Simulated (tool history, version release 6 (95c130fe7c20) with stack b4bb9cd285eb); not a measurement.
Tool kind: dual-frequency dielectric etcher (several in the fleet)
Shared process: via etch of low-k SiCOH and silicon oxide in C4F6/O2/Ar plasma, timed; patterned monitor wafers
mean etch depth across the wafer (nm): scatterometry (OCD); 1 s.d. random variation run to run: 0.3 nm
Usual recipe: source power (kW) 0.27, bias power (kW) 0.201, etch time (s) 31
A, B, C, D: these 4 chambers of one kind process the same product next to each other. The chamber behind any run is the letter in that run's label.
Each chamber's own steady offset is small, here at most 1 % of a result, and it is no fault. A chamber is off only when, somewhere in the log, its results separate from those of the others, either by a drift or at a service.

run,hour,source power (kW),bias power (kW),etch time (s),"read-back reference wafer on the same gauge, depth_nm",mean etch depth across the wafer (nm)
1C,13,0.27,0.201,31,68.3,65.153
2D,25.5,0.27,0.201,31,68.254,65.634
3B,33.4,0.27,0.201,31,68.289,65.828
4A,39.9,0.27,0.201,31,68.31,65.294
# hour 50.3: chamber D: wet clean of the chamber
5C,50.8,0.27,0.201,31,68.409,65.417
6A,60.6,0.27,0.201,31,68.259,65.538
7B,72.4,0.27,0.201,31,68.355,65.67
8D,81.2,0.27,0.201,31,68.358,65.793
9B,91.2,0.27,0.201,31,68.325,65.519
10D,99.7,0.27,0.201,31,68.354,65.244
11C,106.2,0.27,0.201,31,68.318,64.871
12A,116.2,0.27,0.201,31,68.332,65.431
13C,126.4,0.31,0.165,31,68.239,63.717
# hour 136.1: chamber C: wet clean of the chamber
14A,138.5,0.31,0.165,31,68.228,65.051
# hour 140.7: chamber B: wet clean of the chamber
15D,146.4,0.31,0.165,31,68.359,65.133
16B,155.7,0.31,0.165,31,68.293,64.855
17B,168.3,0.27,0.201,31,68.254,65.666
18D,178.3,0.27,0.22,31,68.264,67.227
19A,191.1,0.27,0.22,31,68.318,68.196
20C,201.8,0.27,0.22,31,68.303,66.75
21B,208,0.27,0.22,31,68.342,67.877
22D,215.5,0.27,0.201,31,68.329,65.243
23A,224.6,0.27,0.201,31,68.308,65.656
24C,236.7,0.27,0.201,31,68.305,64.888
25D,248.7,0.27,0.201,31,68.325,65.74
26B,255.5,0.27,0.201,31,68.301,65.807
27A,261.1,0.27,0.201,31,68.276,64.808
28C,268.3,0.27,0.201,31,68.398,64.24
29D,276.5,0.27,0.201,31,68.284,64.925
30A,288.1,0.27,0.201,31,68.333,65.727
31C,300.2,0.27,0.201,31,68.386,64.343
# hour 308.4: chamber A: bias power generator calibrated
32B,311,0.31,0.201,31,68.344,69.347
33B,322.6,0.31,0.201,31,68.303,68.33
34C,328.5,0.31,0.201,31,68.319,68.334
35D,337.7,0.31,0.201,31,68.358,68.535
36A,348.1,0.27,0.201,31,68.23,65.526
37A,354.5,0.27,0.201,31,68.339,65.504
38C,364.7,0.27,0.201,31,68.256,65.391
39D,374.5,0.27,0.201,31,68.271,65.148
40B,380.5,0.27,0.245,25,68.353,56.655

Decide between three cases: one chamber stands off from its peers, the gauge reading all wafers drifts, or nothing is wrong past each chamber's small offset. Where a chamber is off, say which and what most likely put it there.

The fleet is healthy, with each chamber sitting at its usual small offset and no drift in the gauge.
